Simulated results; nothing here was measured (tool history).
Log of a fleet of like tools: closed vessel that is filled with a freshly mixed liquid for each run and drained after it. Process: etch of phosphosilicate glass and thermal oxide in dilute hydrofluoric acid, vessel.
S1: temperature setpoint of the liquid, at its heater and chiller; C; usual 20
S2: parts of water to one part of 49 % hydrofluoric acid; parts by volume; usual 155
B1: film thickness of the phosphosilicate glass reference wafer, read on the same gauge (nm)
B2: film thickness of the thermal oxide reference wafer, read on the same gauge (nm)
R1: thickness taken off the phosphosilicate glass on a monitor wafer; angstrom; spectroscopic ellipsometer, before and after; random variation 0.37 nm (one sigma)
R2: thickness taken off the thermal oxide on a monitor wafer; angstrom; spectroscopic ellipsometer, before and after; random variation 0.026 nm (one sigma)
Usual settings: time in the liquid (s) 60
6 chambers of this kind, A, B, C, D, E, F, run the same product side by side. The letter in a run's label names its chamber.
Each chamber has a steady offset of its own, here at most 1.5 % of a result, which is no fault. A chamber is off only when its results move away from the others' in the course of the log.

run 1A hour=10.2 | S1=20 S2=155 time_in_the_liquid_(s)=60 | B1=59.962 B2=90.004 | R1=510.39 R2=14.5090
-- hour=10.3 chamber A: hydrofluoric acid flow meter replaced
run 2D hour=22.3 | S1=20 S2=155 time_in_the_liquid_(s)=60 | B1=59.983 B2=89.994 | R1=507.65 R2=14.2690
run 3C hour=35.8 | S1=20 S2=155 time_in_the_liquid_(s)=60 | B1=60.010 B2=90.005 | R1=503.95 R2=14.6390
run 4B hour=45.0 | S1=20 S2=155 time_in_the_liquid_(s)=60 | B1=60.004 B2=89.977 | R1=514.14 R2=14.5300
run 5E hour=53.2 | S1=20 S2=155 time_in_the_liquid_(s)=60 | B1=59.982 B2=89.994 | R1=515.09 R2=14.6880
run 6F hour=61.4 | S1=20 S2=155 time_in_the_liquid_(s)=60 | B1=59.984 B2=90.004 | R1=514.53 R2=14.3830
run 7C hour=70.8 | S1=20 S2=155 time_in_the_liquid_(s)=60 | B1=60.010 B2=89.990 | R1=513.05 R2=14.3020
run 8E hour=77.8 | S1=20 S2=155 time_in_the_liquid_(s)=60 | B1=59.996 B2=89.975 | R1=514.98 R2=14.1630
run 9D hour=92.3 | S1=20 S2=155 time_in_the_liquid_(s)=60 | B1=59.992 B2=90.009 | R1=511.33 R2=14.3980
run 10F hour=102.6 | S1=20 S2=130 time_in_the_liquid_(s)=80 | B1=59.987 B2=89.995 | R1=832.96 R2=23.4840
run 11A hour=117.4 | S1=20 S2=130 time_in_the_liquid_(s)=80 | B1=59.982 B2=90.022 | R1=840.98 R2=23.7100
run 12B hour=128.1 | S1=20 S2=130 time_in_the_liquid_(s)=80 | B1=59.951 B2=89.963 | R1=836.99 R2=24.0280
run 13A hour=141.0 | S1=20 S2=130 time_in_the_liquid_(s)=80 | B1=60.034 B2=90.003 | R1=853.39 R2=23.0900
run 14F hour=150.4 | S1=20 S2=130 time_in_the_liquid_(s)=80 | B1=60.004 B2=90.031 | R1=829.63 R2=23.2910
run 15E hour=157.5 | S1=20 S2=130 time_in_the_liquid_(s)=80 | B1=59.996 B2=89.989 | R1=831.86 R2=24.2860
run 16D hour=164.7 | S1=20 S2=155 time_in_the_liquid_(s)=60 | B1=59.994 B2=89.994 | R1=508.76 R2=14.2870
run 17B hour=174.7 | S1=20 S2=155 time_in_the_liquid_(s)=60 | B1=59.980 B2=90.001 | R1=512.13 R2=14.3310
run 18C hour=183.5 | S1=20 S2=155 time_in_the_liquid_(s)=60 | B1=60.008 B2=89.979 | R1=518.03 R2=14.6120
run 19C hour=192.5 | S1=23 S2=155 time_in_the_liquid_(s)=75 | B1=60.042 B2=90.026 | R1=721.23 R2=20.6670
run 20D hour=206.0 | S1=23 S2=155 time_in_the_liquid_(s)=75 | B1=60.027 B2=89.991 | R1=714.67 R2=20.6840
run 21B hour=216.0 | S1=23 S2=155 time_in_the_liquid_(s)=75 | B1=60.042 B2=89.956 | R1=718.28 R2=19.8770
run 22A hour=224.9 | S1=23 S2=155 time_in_the_liquid_(s)=75 | B1=59.987 B2=90.017 | R1=727.15 R2=20.3790
run 23F hour=236.2 | S1=23 S2=155 time_in_the_liquid_(s)=75 | B1=59.979 B2=90.002 | R1=715.60 R2=19.8410
run 24E hour=247.3 | S1=23 S2=155 time_in_the_liquid_(s)=75 | B1=59.988 B2=90.011 | R1=727.38 R2=20.3540
run 25D hour=261.2 | S1=20 S2=155 time_in_the_liquid_(s)=60 | B1=59.997 B2=89.999 | R1=508.88 R2=14.2280
run 26A hour=274.3 | S1=20 S2=155 time_in_the_liquid_(s)=60 | B1=60.000 B2=90.011 | R1=515.90 R2=13.6850
run 27C hour=289.3 | S1=20 S2=155 time_in_the_liquid_(s)=60 | B1=59.971 B2=90.012 | R1=503.76 R2=14.5010
run 28E hour=304.1 | S1=20 S2=155 time_in_the_liquid_(s)=60 | B1=60.030 B2=90.018 | R1=517.10 R2=14.0240
run 29B hour=312.7 | S1=17 S2=215 time_in_the_liquid_(s)=60 | B1=60.022 B2=90.005 | R1=315.68 R2=8.5551
run 30F hour=319.3 | S1=17 S2=215 time_in_the_liquid_(s)=60 | B1=59.982 B2=90.015 | R1=307.84 R2=8.3366
-- hour=328.7 chamber C: hydrofluoric acid flow meter replaced
run 31B hour=331.0 | S1=17 S2=215 time_in_the_liquid_(s)=60 | B1=59.986 B2=90.012 | R1=316.00 R2=8.5950
run 32F hour=340.3 | S1=17 S2=215 time_in_the_liquid_(s)=60 | B1=60.014 B2=90.043 | R1=303.84 R2=8.8783
run 33D hour=355.1 | S1=17 S2=215 time_in_the_liquid_(s)=60 | B1=59.999 B2=89.999 | R1=307.61 R2=8.8711
run 34A hour=367.6 | S1=17 S2=215 time_in_the_liquid_(s)=60 | B1=59.990 B2=90.013 | R1=310.85 R2=8.8822
run 35C hour=380.7 | S1=20 S2=155 time_in_the_liquid_(s)=60 | B1=59.991 B2=90.005 | R1=511.50 R2=14.3490
run 36E hour=387.3 | S1=20 S2=155 time_in_the_liquid_(s)=60 | B1=60.031 B2=90.000 | R1=514.65 R2=14.5880
-- hour=396.1 chamber F: thermometer replaced
run 37B hour=399.7 | S1=20 S2=85 time_in_the_liquid_(s)=30 | B1=59.962 B2=90.015 | R1=513.60 R2=14.4170
run 38D hour=409.0 | S1=20 S2=85 time_in_the_liquid_(s)=30 | B1=59.970 B2=89.998 | R1=514.17 R2=14.4970
run 39F hour=415.9 | S1=20 S2=85 time_in_the_liquid_(s)=30 | B1=60.000 B2=90.010 | R1=497.87 R2=14.1970
run 40E hour=428.4 | S1=20 S2=85 time_in_the_liquid_(s)=30 | B1=59.977 B2=90.023 | R1=507.95 R2=14.3880
run 41A hour=438.5 | S1=20 S2=85 time_in_the_liquid_(s)=30 | B1=59.984 B2=89.986 | R1=511.27 R2=14.0610

What goes on in this fleet: one chamber off, a drifting gauge, or nothing beyond the chambers' own small offsets? Name the chamber and the cause, if any.

No chamber stands off beyond its own small offset, and the gauge holds steady.
